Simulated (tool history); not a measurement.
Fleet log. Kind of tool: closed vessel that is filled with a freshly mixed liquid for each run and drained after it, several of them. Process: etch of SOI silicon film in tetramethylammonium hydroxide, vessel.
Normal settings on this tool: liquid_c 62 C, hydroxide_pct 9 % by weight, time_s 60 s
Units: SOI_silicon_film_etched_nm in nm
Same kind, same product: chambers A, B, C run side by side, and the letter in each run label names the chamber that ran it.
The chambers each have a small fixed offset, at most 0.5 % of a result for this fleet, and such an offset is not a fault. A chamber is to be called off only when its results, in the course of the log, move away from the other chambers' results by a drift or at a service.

run   hour  liquid_c  hydroxide_pct  time_s  read-back film thickness of the SOI silicon film reference wafer, read on the same gauge (nm)  SOI_silicon_film_etched_nm
 1C    2.6        62              9      60                                                                                         140.01                      282.11
 2A    7.2        62              9      60                                                                                         140.00                      280.41
 3B   10.4        62              9      60                                                                                         140.00                      280.49
 4C   12.7        62              9      60                                                                                         140.02                      282.47
 5A   16.4        62              9      30                                                                                         140.00                      142.93
 6B   19.6        62              9      30                                                                                         140.00                      136.67
 7B   22.4        62              9      30                                                                                         140.01                      138.76
 8C   25.4        62              9      60                                                                                         140.01                      271.18
 9A   28.5        62              9      60                                                                                         139.99                      283.30
10A   31.1        62              9      60                                                                                         140.02                      285.13
11C   34.4        66              9      90                                                                                         140.00                      526.89
12B   38.8        66              9      90                                                                                         140.00                      518.82
13B   41.9        66              9      90                                                                                         140.01                      509.34
14C   45.8        62              9      60                                                                                         140.00                      281.13
15A   49.3        62              9      60                                                                                         140.00                      279.47
16A   51.4        62              9      60                                                                                         139.99                      279.53
17C   55.4        62              9      60                                                                                         139.98                      281.07
18B   59.1        62              9      60                                                                                         140.01                      261.57
19C   61.7        62              9      60                                                                                         139.99                      280.93
20A   64.2        62              9      60                                                                                         140.02                      281.95
21B   66.7        62              9      60                                                                                         140.00                      261.74
22C   71.3        62              9      60                                                                                         140.02                      278.30
23B   75.4        62              9      60                                                                                         140.00                      259.34
24A   78.6        62              9      60                                                                                         140.01                      279.84
      81.4  -- chamber A: hydroxide flow meter replaced
25C   82.1        62              9      60                                                                                         139.98                      276.96
26B   85.6        62              9      60                                                                                         139.99                      256.29
27A   87.8        62              9      60                                                                                         139.98                      278.84
28B   91.4        62              9      50                                                                                         140.00                      214.34
29A   93.5        62              9      50                                                                                         140.00                      236.15
30C   98.0        62              9      50                                                                                         139.99                      229.78
31A  100.8        62              9      60                                                                                         139.97                      277.88
32B  105.2        62              9      60                                                                                         139.98                      248.07
33C  108.4        62              9      60                                                                                         140.01                      284.33

Next, all 3 chambers run the settings below, one line each with question marks for the results. What does each chamber give?
34A  111.8        62              9      60                                                                                                                          ?
34B  111.8        62              9      60                                                                                                                          ?
34C  111.8        62              9      60                                                                                                                          ?

run  SOI_silicon_film_etched_nm
34A                      274.76
34B                      246.72
34C                      280.38

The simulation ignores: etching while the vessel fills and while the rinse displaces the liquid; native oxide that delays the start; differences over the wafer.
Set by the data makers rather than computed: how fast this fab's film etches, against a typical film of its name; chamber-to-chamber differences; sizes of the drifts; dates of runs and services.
